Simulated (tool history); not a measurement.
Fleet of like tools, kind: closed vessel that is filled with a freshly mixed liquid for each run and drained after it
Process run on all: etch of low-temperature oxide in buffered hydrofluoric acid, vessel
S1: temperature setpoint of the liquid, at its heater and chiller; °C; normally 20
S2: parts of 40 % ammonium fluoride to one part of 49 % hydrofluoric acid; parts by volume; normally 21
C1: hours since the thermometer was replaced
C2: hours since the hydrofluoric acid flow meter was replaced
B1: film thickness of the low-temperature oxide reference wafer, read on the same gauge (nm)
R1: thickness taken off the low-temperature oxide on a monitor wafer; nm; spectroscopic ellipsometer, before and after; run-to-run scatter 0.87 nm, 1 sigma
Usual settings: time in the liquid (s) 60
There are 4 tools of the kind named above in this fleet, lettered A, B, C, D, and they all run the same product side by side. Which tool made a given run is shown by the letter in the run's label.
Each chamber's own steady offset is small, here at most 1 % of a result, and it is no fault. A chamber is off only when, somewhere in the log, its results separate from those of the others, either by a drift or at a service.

run 1B hour=3.6 | S1=20 S2=21 time_in_the_liquid_(s)=60 | C1=2359.2 C2=506.9 | B1=140 | R1=105.77
run 2A hour=6.8 | S1=20 S2=21 time_in_the_liquid_(s)=60 | C1=601.2 C2=347.5 | B1=140 | R1=104.38
run 3D hour=10.6 | S1=20 S2=21 time_in_the_liquid_(s)=60 | C1=1684.4 C2=258.2 | B1=140 | R1=105.69
run 4C hour=13.1 | S1=20 S2=21 time_in_the_liquid_(s)=60 | C1=1021.2 C2=815.2 | B1=140 | R1=102.97
run 5B hour=16.5 | S1=20 S2=21 time_in_the_liquid_(s)=60 | C1=2372.1 C2=519.8 | B1=140.02 | R1=104.21
run 6D hour=18.6 | S1=20 S2=21 time_in_the_liquid_(s)=60 | C1=1692.4 C2=266.2 | B1=140 | R1=106.24
run 7A hour=22.4 | S1=20 S2=21 time_in_the_liquid_(s)=60 | C1=616.8 C2=363.1 | B1=140.01 | R1=105.3
run 8C hour=24.8 | S1=20 S2=21 time_in_the_liquid_(s)=60 | C1=1032.9 C2=826.9 | B1=140.03 | R1=103.21
run 9D hour=28.2 | S1=20 S2=21 time_in_the_liquid_(s)=60 | C1=1702 C2=275.8 | B1=139.98 | R1=107.2
run 10A hour=31 | S1=20 S2=21 time_in_the_liquid_(s)=60 | C1=625.4 C2=371.7 | B1=139.99 | R1=105.39
run 11B hour=34.6 | S1=20 S2=21 time_in_the_liquid_(s)=60 | C1=2390.2 C2=537.9 | B1=139.99 | R1=105.53
run 12C hour=37 | S1=20 S2=21 time_in_the_liquid_(s)=40 | C1=1045.1 C2=839.1 | B1=140.04 | R1=68.951
run 13A hour=39.5 | S1=20 S2=21 time_in_the_liquid_(s)=40 | C1=633.9 C2=380.2 | B1=140.02 | R1=69.14
run 14D hour=41.6 | S1=20 S2=21 time_in_the_liquid_(s)=40 | C1=1715.4 C2=289.2 | B1=140.01 | R1=72.157
run 15B hour=45.6 | S1=20 S2=21 time_in_the_liquid_(s)=40 | C1=2401.2 C2=548.9 | B1=140.02 | R1=69.436
run 16C hour=47.8 | S1=17 S2=24 time_in_the_liquid_(s)=60 | C1=1055.9 C2=849.9 | B1=140 | R1=79.591
run 17D hour=51.9 | S1=17 S2=24 time_in_the_liquid_(s)=60 | C1=1725.7 C2=299.5 | B1=140 | R1=84.295
run 18C hour=55.3 | S1=17 S2=24 time_in_the_liquid_(s)=60 | C1=1063.4 C2=857.4 | B1=140.01 | R1=79.854
run 19A hour=57.2 | S1=17 S2=24 time_in_the_liquid_(s)=60 | C1=651.6 C2=397.9 | B1=139.99 | R1=79.141
run 20B hour=59.6 | S1=20 S2=21 time_in_the_liquid_(s)=60 | C1=2415.2 C2=562.9 | B1=140 | R1=104.14
run 21D hour=63 | S1=20 S2=21 time_in_the_liquid_(s)=60 | C1=1736.8 C2=310.6 | B1=140 | R1=109.55
run 22B hour=66.8 | S1=20 S2=21 time_in_the_liquid_(s)=60 | C1=2422.4 C2=570.1 | B1=140 | R1=104.74
run 23C hour=70.3 | S1=20 S2=21 time_in_the_liquid_(s)=60 | C1=1078.4 C2=872.4 | B1=140.02 | R1=105.31
run 24A hour=73.5 | S1=20 S2=21 time_in_the_liquid_(s)=60 | C1=667.9 C2=414.2 | B1=140.04 | R1=105.24
run 25D hour=76.2 | S1=20 S2=21 time_in_the_liquid_(s)=60 | C1=1750 C2=323.8 | B1=139.97 | R1=110.14
run 26A hour=79 | S1=20 S2=21 time_in_the_liquid_(s)=60 | C1=673.4 C2=419.7 | B1=140.04 | R1=102.07
run 27B hour=81.6 | S1=20 S2=21 time_in_the_liquid_(s)=60 | C1=2437.2 C2=584.9 | B1=139.98 | R1=105.63
run 28C hour=83.9 | S1=20 S2=21 time_in_the_liquid_(s)=60 | C1=1092 C2=886 | B1=140 | R1=103.24
run 29C hour=87.9 | S1=20 S2=21 time_in_the_liquid_(s)=60 | C1=1096 C2=890 | B1=139.99 | R1=103.43
run 30D hour=90.1 | S1=20 S2=21 time_in_the_liquid_(s)=60 | C1=1763.9 C2=337.7 | B1=140.01 | R1=112.17
run 31A hour=92.1 | S1=20 S2=26.5 time_in_the_liquid_(s)=70 | C1=686.5 C2=432.8 | B1=140.01 | R1=102.98
run 32B hour=94.5 | S1=20 S2=26.5 time_in_the_liquid_(s)=70 | C1=2450.1 C2=597.8 | B1=139.98 | R1=101.61
run 33A hour=97.1 | S1=20 S2=26.5 time_in_the_liquid_(s)=70 | C1=691.5 C2=437.8 | B1=140.02 | R1=103.59
run 34B hour=99.1 | S1=20 S2=26.5 time_in_the_liquid_(s)=70 | C1=2454.7 C2=602.4 | B1=139.99 | R1=103.83
run 35C hour=103 | S1=20 S2=21 time_in_the_liquid_(s)=60 | C1=1111.1 C2=905.1 | B1=139.96 | R1=101.83
run 36D hour=105.9 | S1=20 S2=21 time_in_the_liquid_(s)=60 | C1=1779.7 C2=353.5 | B1=140.01 | R1=114.72
run 37D hour=108.1 | S1=20 S2=21 time_in_the_liquid_(s)=60 | C1=1781.9 C2=355.7 | B1=140 | R1=114.44
run 38B hour=112 | S1=20 S2=21 time_in_the_liquid_(s)=60 | C1=2467.6 C2=615.3 | B1=139.99 | R1=105.38

All 4 chambers run these settings next. Forecast each chamber's results:
run 39A hour=115.2 | S1=20 S2=21 time_in_the_liquid_(s)=60 | R1=?
run 39B hour=115.2 | S1=20 S2=21 time_in_the_liquid_(s)=60 | R1=?
run 39C hour=115.2 | S1=20 S2=21 time_in_the_liquid_(s)=60 | R1=?
run 39D hour=115.2 | S1=20 S2=21 time_in_the_liquid_(s)=60 | R1=?

run=39A R1=102.82
run=39B R1=104.88
run=39C R1=103.24
run=39D R1=115.38
